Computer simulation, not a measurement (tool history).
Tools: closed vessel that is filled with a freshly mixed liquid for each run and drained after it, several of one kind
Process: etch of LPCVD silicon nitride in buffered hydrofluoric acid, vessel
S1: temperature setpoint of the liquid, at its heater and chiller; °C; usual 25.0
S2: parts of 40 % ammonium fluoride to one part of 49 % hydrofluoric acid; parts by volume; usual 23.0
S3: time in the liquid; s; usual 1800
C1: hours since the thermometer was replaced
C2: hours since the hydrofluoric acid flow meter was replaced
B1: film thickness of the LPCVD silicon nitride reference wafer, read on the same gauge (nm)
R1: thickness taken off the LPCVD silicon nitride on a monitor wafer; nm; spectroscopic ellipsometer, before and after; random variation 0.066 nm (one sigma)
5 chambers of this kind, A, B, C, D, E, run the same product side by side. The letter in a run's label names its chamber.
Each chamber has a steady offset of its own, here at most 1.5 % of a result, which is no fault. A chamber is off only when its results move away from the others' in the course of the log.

run 1E hour=6.6 | S1=25.0 S2=23.0 S3=1800 | C1=265.0 C2=217.6 | B1=150.01 | R1=13.0810
run 2B hour=12.8 | S1=25.0 S2=23.0 S3=1800 | C1=439.9 C2=1182.1 | B1=149.99 | R1=13.2590
run 3D hour=19.2 | S1=25.0 S2=23.0 S3=1800 | C1=1219.5 C2=866.4 | B1=149.99 | R1=13.2220
run 4A hour=24.2 | S1=25.0 S2=23.0 S3=1800 | C1=536.7 C2=1044.5 | B1=149.97 | R1=12.9830
run 5C hour=28.8 | S1=25.0 S2=23.0 S3=1800 | C1=2436.3 C2=175.2 | B1=149.97 | R1=13.4210
run 6C hour=34.9 | S1=30.0 S2=23.0 S3=1330 | C1=2442.4 C2=181.3 | B1=150.03 | R1=12.8840
run 7D hour=38.8 | S1=30.0 S2=23.0 S3=1330 | C1=1239.1 C2=886.0 | B1=149.98 | R1=12.6570
run 8B hour=45.1 | S1=30.0 S2=23.0 S3=1330 | C1=472.2 C2=1214.4 | B1=150.01 | R1=12.6990
run 9E hour=48.4 | S1=30.0 S2=23.0 S3=1330 | C1=306.8 C2=259.4 | B1=149.98 | R1=12.8060
run 10A hour=54.1 | S1=30.0 S2=23.0 S3=1330 | C1=566.6 C2=1074.4 | B1=150.00 | R1=12.5310
run 11A hour=57.7 | S1=20.5 S2=26.5 S3=1800 | C1=570.2 C2=1078.0 | B1=150.01 | R1=9.1711
run 12C hour=61.2 | S1=20.5 S2=26.5 S3=1800 | C1=2468.7 C2=207.6 | B1=150.01 | R1=9.4843
run 13D hour=66.5 | S1=20.5 S2=26.5 S3=1800 | C1=1266.8 C2=913.7 | B1=150.02 | R1=9.3187
run 14B hour=73.3 | S1=20.5 S2=26.5 S3=1800 | C1=500.4 C2=1242.6 | B1=150.01 | R1=9.2854
run 15E hour=77.6 | S1=20.5 S2=26.5 S3=1800 | C1=336.0 C2=288.6 | B1=149.99 | R1=9.2933
run 16C hour=82.9 | S1=25.0 S2=23.0 S3=1800 | C1=2490.4 C2=229.3 | B1=149.99 | R1=13.3630
run 17B hour=88.0 | S1=25.0 S2=23.0 S3=1800 | C1=515.1 C2=1257.3 | B1=149.98 | R1=13.0960
run 18E hour=92.4 | S1=25.0 S2=23.0 S3=1800 | C1=350.8 C2=303.4 | B1=150.02 | R1=13.2540
run 19A hour=98.6 | S1=25.0 S2=28.0 S3=1800 | C1=611.1 C2=1118.9 | B1=150.00 | R1=11.4010
run 20D hour=103.9 | S1=25.0 S2=28.0 S3=1800 | C1=1304.2 C2=951.1 | B1=150.00 | R1=11.4360
run 21E hour=108.4 | S1=25.0 S2=28.0 S3=1800 | C1=366.8 C2=319.4 | B1=149.99 | R1=11.5650
run 22C hour=113.1 | S1=25.0 S2=28.0 S3=1800 | C1=2520.6 C2=259.5 | B1=150.00 | R1=11.6240
run 23B hour=117.9 | S1=25.0 S2=28.0 S3=1800 | C1=545.0 C2=1287.2 | B1=150.00 | R1=11.2200
run 24A hour=121.9 | S1=25.0 S2=23.0 S3=1800 | C1=634.4 C2=1142.2 | B1=150.01 | R1=13.0800
run 25D hour=125.6 | S1=25.0 S2=23.0 S3=1800 | C1=1325.9 C2=972.8 | B1=149.98 | R1=13.1210
run 26E hour=132.5 | S1=25.0 S2=23.0 S3=1800 | C1=390.9 C2=343.5 | B1=150.00 | R1=13.2430
run 27D hour=137.1 | S1=25.0 S2=23.0 S3=1800 | C1=1337.4 C2=984.3 | B1=150.00 | R1=13.1350
run 28C hour=141.8 | S1=25.0 S2=23.0 S3=1800 | C1=2549.3 C2=288.2 | B1=149.99 | R1=13.2660
run 29B hour=147.7 | S1=25.0 S2=23.0 S3=1800 | C1=574.8 C2=1317.0 | B1=150.00 | R1=12.7600
run 30A hour=150.9 | S1=25.0 S2=23.0 S3=1800 | C1=663.4 C2=1171.2 | B1=150.01 | R1=12.9400
run 31D hour=156.5 | S1=25.0 S2=23.0 S3=1800 | C1=1356.8 C2=1003.7 | B1=150.00 | R1=13.0140
run 32E hour=162.2 | S1=25.0 S2=23.0 S3=1800 | C1=420.6 C2=373.2 | B1=150.01 | R1=13.0860
run 33B hour=169.0 | S1=25.0 S2=23.0 S3=1800 | C1=596.1 C2=1338.3 | B1=150.01 | R1=12.4330

All 5 chambers run these settings next. Forecast each chamber's results:
run 34A hour=174.0 | S1=25.0 S2=23.0 S3=1800 | R1=?
run 34B hour=174.0 | S1=25.0 S2=23.0 S3=1800 | R1=?
run 34C hour=174.0 | S1=25.0 S2=23.0 S3=1800 | R1=?
run 34D hour=174.0 | S1=25.0 S2=23.0 S3=1800 | R1=?
run 34E hour=174.0 | S1=25.0 S2=23.0 S3=1800 | R1=?

run=34A R1=13.0660
run=34B R1=12.5670
run=34C R1=13.3690
run=34D R1=13.0760
run=34E R1=13.1640

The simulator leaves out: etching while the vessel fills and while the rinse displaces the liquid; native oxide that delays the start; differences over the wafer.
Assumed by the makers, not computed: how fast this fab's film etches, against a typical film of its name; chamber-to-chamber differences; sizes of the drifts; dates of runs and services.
